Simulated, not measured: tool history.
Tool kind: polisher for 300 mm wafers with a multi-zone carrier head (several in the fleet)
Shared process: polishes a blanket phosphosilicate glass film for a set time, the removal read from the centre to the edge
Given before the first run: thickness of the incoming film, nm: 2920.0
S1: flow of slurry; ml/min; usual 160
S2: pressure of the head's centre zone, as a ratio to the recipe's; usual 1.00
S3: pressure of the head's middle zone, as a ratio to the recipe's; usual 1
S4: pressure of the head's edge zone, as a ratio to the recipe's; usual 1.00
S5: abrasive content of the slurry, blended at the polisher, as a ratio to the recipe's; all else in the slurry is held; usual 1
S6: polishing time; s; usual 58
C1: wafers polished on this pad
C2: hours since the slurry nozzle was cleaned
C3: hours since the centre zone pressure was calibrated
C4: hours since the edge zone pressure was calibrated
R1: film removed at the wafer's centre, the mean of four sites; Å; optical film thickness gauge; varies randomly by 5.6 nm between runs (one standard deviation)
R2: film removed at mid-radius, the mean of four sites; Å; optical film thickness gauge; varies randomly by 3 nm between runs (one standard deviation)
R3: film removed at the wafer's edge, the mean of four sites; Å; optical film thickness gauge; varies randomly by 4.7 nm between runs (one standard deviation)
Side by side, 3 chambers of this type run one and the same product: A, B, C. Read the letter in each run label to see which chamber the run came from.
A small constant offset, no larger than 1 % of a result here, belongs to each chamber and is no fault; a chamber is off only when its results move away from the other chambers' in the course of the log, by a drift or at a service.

run,hour,S1,S2,S3,S4,S5,S6,C1,C2,C3,C4,R1,R2,R3
1A,5.9,160,1.00,1,1.00,1,58,193,179.3,324.8,203.4,3986.8,3970.4,4032.1
2B,14.7,160,1.00,1,1.00,1,58,309,30.6,493.0,316.3,4059.3,4000.3,4045.2
3C,24.2,160,1.00,1,1.00,1,58,491,165.0,639.3,1319.5,3957.0,3979.5,3913.5
# hour 32.0: chamber C: worn pad replaced by a new one
4B,33.7,160,1.00,1,1.00,1,58,466,49.6,512.0,335.3,4024.0,3926.5,4018.7
5C,39.4,160,1.00,1,1.00,1,58,61,180.2,654.5,1334.7,4103.5,3943.9,4002.1
6A,45.6,160,1.00,1,1.00,1,58,520,219.0,364.5,243.1,3981.5,4004.9,3938.4
7C,52.1,160,1.00,1,1.00,1,58,166,192.9,667.2,1347.4,3935.2,3939.8,3944.1
8B,59.3,160,1.00,1,1.00,1,58,677,75.2,537.6,360.9,3997.0,3989.3,4021.9
9A,67.5,160,1.00,1,1.00,1,58,701,240.9,386.4,265.0,4028.0,4068.8,4003.5
# hour 69.7: chamber B: worn pad replaced by a new one
10C,73.5,160,1.00,1,1.00,1,58,342,214.3,688.6,1368.8,4020.5,4026.8,3893.3
11B,80.2,160,1.00,1,1.00,1,58,86,96.1,558.5,381.8,3933.4,3972.2,3965.7
12A,86.6,160,1.00,1,1.00,1,58,858,260.0,405.5,284.1,3929.4,4023.0,4009.0
13A,93.4,160,1.00,1,1.00,1,58,915,266.8,412.3,290.9,3989.0,4033.7,3980.6
# hour 93.9: chamber C: worn pad replaced by a new one
14B,102.3,205,0.96,1,1.00,1,58,269,118.2,580.6,403.9,3959.8,4095.0,4100.8
15C,109.2,205,0.96,1,1.00,1,58,126,250.0,724.3,1404.5,4010.6,4141.8,4106.3
16A,115.2,205,0.96,1,1.00,1,58,1094,288.6,434.1,312.7,4058.1,4152.1,4173.9
17C,122.6,160,1.00,1,1.00,1,58,236,263.4,737.7,1417.9,4028.7,3953.8,4019.8
# hour 126.6: chamber A: slurry nozzle cleaned
18B,130.1,160,1.00,1,0.91,1,58,498,146.0,608.4,431.7,3959.9,4011.3,3811.5
# hour 132.0: chamber A: worn pad replaced by a new one
# hour 134.3: chamber C: centre zone pressure recalibrated
19C,136.2,160,1.00,1,0.91,1,58,349,277.0,2.0,1431.5,4004.6,3998.1,3720.2
20B,146.4,160,1.00,1,0.91,1,58,633,162.3,624.7,448.0,3965.7,4009.2,3839.5
# hour 153.3: chamber B: worn pad replaced by a new one
21A,155.6,160,1.00,1,1.00,1,58,195,29.1,474.5,353.1,3935.0,4019.7,3967.9
# hour 160.4: chamber C: worn pad replaced by a new one
22B,166.1,160,1.00,1,1.00,1,58,106,182.0,644.4,467.7,4032.1,3968.1,4070.0
23C,174.4,160,1.00,1,1.00,1,72,116,315.2,40.2,1469.7,4961.5,4979.2,4949.6
# hour 180.7: chamber C: slurry nozzle cleaned
24A,181.1,160,1.00,1,1.00,1,72,405,54.6,500.0,378.6,4968.3,5001.3,5111.6
25C,190.3,160,1.00,1,1.00,1,72,247,9.7,56.1,1485.6,5063.3,4945.1,5064.1
26B,198.7,140,1.00,1,1.00,1,58,375,214.6,677.0,500.3,3907.6,3902.4,3973.8
27A,205.4,140,1.00,1,1.00,1,58,606,78.9,524.3,402.9,3793.7,3954.8,3903.0
28B,213.0,140,1.00,1,1.00,1,58,493,228.9,691.3,514.6,3866.7,3830.9,3974.6
# hour 218.0: chamber C: worn pad replaced by a new one
29C,218.6,160,1.00,1,1.00,1,58,5,38.0,84.4,1513.9,3994.3,3964.4,3927.4
30A,224.0,160,1.00,1,1.00,1,58,759,97.5,542.9,421.5,3972.9,4016.1,3981.5
31A,232.7,160,1.00,1,1.00,1,58,831,106.2,551.6,430.2,3893.2,4027.5,3945.2
32C,238.8,160,1.10,1,1.00,1,58,172,58.2,104.6,1534.1,4497.0,3975.2,3968.6
# hour 239.2: chamber B: worn pad replaced by a new one
33B,248.0,160,1.10,1,1.00,1,58,73,263.9,726.3,549.6,4572.8,3937.2,3978.2
34C,258.1,160,1.10,1,1.00,1,58,331,77.5,123.9,1553.4,4474.7,3966.3,3907.4
35B,267.3,160,1.06,1,1.07,1,58,232,283.2,745.6,568.9,4321.7,3952.2,4159.9

All 3 chambers run these settings next. Forecast each chamber's results:
36A,275.4,160,1.00,1,1.00,1,58,,,,,?,?,?
36B,275.4,160,1.00,1,1.00,1,58,,,,,?,?,?
36C,275.4,160,1.00,1,1.00,1,58,,,,,?,?,?

run,R1,R2,R3
36A,3992.3,4003.6,4055.6
36B,4113.8,3987.7,4004.6
36C,3897.9,3948.9,3934.1

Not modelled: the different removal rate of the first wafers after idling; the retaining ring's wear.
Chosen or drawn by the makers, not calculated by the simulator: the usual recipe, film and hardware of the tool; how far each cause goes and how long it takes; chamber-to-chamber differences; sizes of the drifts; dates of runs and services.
